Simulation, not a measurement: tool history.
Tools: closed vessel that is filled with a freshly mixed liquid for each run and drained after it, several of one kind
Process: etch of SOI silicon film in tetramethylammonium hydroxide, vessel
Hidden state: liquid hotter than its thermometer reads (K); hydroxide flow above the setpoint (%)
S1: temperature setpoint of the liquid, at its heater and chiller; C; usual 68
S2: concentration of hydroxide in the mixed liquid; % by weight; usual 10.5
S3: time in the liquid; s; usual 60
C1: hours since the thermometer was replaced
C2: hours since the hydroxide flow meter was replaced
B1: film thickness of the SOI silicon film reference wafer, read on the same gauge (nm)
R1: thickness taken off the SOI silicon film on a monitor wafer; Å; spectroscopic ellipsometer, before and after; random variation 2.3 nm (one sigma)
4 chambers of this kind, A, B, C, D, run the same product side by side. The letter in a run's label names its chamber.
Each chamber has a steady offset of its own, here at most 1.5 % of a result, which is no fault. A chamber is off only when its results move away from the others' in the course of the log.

run   hour  S1    S2  S3      C1     C2      B1      R1
 1D    8.9  68  10.5  60   743.6  223.2  40.027  3813.9
 2A   16.3  68  10.5  60    1060  613.3  39.966  3903.2
 3B   24.7  68  10.5  60  1213.3  445.1  40.004  3844.5
 4C   33.2  68  10.5  60   460.5  154.8  39.999  3838.5
 5B   40.3  68  10.5  60  1228.9  460.7  40.019  3871.5
 6A   45.7  68  10.5  60  1089.4  642.7  39.992  3880.9
      46.7  -- chamber B: hydroxide flow meter replaced
 7D   58.1  68  10.5  60   792.8  272.4  40.004  3803.7
 8C   67.5  68    13  60   494.8  189.1  40.019  3590.9
 9A   77.8  68    13  60  1121.5  674.8  39.998  3600.2
10B   87.7  68    13  60  1276.3     41  40.003    3586
11D   99.1  68    13  60   833.8  313.4  39.977  3526.6
12C  107.5  68     8  75   534.8  229.1  39.975    5357
13A  117.6  68     8  75  1161.3  714.6   40.03  5391.7
14B  123.4  68     8  75    1312   76.7  40.024  5325.9
15C  134.6  68     8  75   561.9  256.2  39.979  5377.1
16D  142.9  68  10.5  60   877.6  357.2  40.018  3807.9
17D  151.4  68  10.5  60   886.1  365.7  39.989  3810.6
18B  158.6  68  10.5  60  1347.2  111.9  40.001  3865.1
19A  170.8  68  10.5  60  1214.5  767.8  39.974  3925.4
20C    180  68  10.5  30   607.3  301.6  40.018  1975.9
21A  190.1  68  10.5  30  1233.8  787.1  39.996  1952.3
22C  198.3  68  10.5  30   625.6  319.9  40.006  1956.1
23B  205.7  68  10.5  30  1394.3    159  39.982    1958
24D  214.7  68  10.5  60   949.4    429   39.98  3795.2
25D  225.2  68  10.5  60   959.9  439.5  40.012  3800.1
     230.5  -- chamber A: hydroxide flow meter replaced
26A  231.9  68  10.5  60  1275.6    1.5  40.003  3938.2
27C  242.3  68  10.5  75   669.6  363.9  40.019  4923.6
28B  247.7  68  10.5  75  1436.3    201  39.997    4854
29D  259.7  68  10.5  75   994.4    474  39.973  4778.9
30C  271.2  68  10.5  75   698.5  392.8      40  4898.2
31B  279.2  68  10.5  60  1467.8  232.5  40.023    3885
32A  290.5  68  10.5  60  1334.2   60.1  40.014  3934.2
33C  302.5  68  10.5  60   729.8  424.1  40.006  3873.9
34A  313.2  68  10.5  60  1356.9   82.8  39.989  3933.6
35D  325.6  68  10.5  60  1060.3  539.9  40.009  3817.1
36B    335  68  10.5  60  1523.6  288.3  39.995  3822.4
37C  346.8  68  10.5  60   774.1  468.4  39.991  3910.3
38A  358.4  68  10.5  60  1402.1    128  39.998  3911.1
39D  365.3  68  10.5  60    1100  579.6  39.958  3778.6
40B  374.2  68  10.5  60  1562.8  327.5  39.996  3889.2

Is one chamber off against the others, does the gauge drift, or is nothing wrong? If a chamber is off, say which, and what the likeliest cause is.

No chamber stands off beyond its own small offset, and the gauge holds steady.

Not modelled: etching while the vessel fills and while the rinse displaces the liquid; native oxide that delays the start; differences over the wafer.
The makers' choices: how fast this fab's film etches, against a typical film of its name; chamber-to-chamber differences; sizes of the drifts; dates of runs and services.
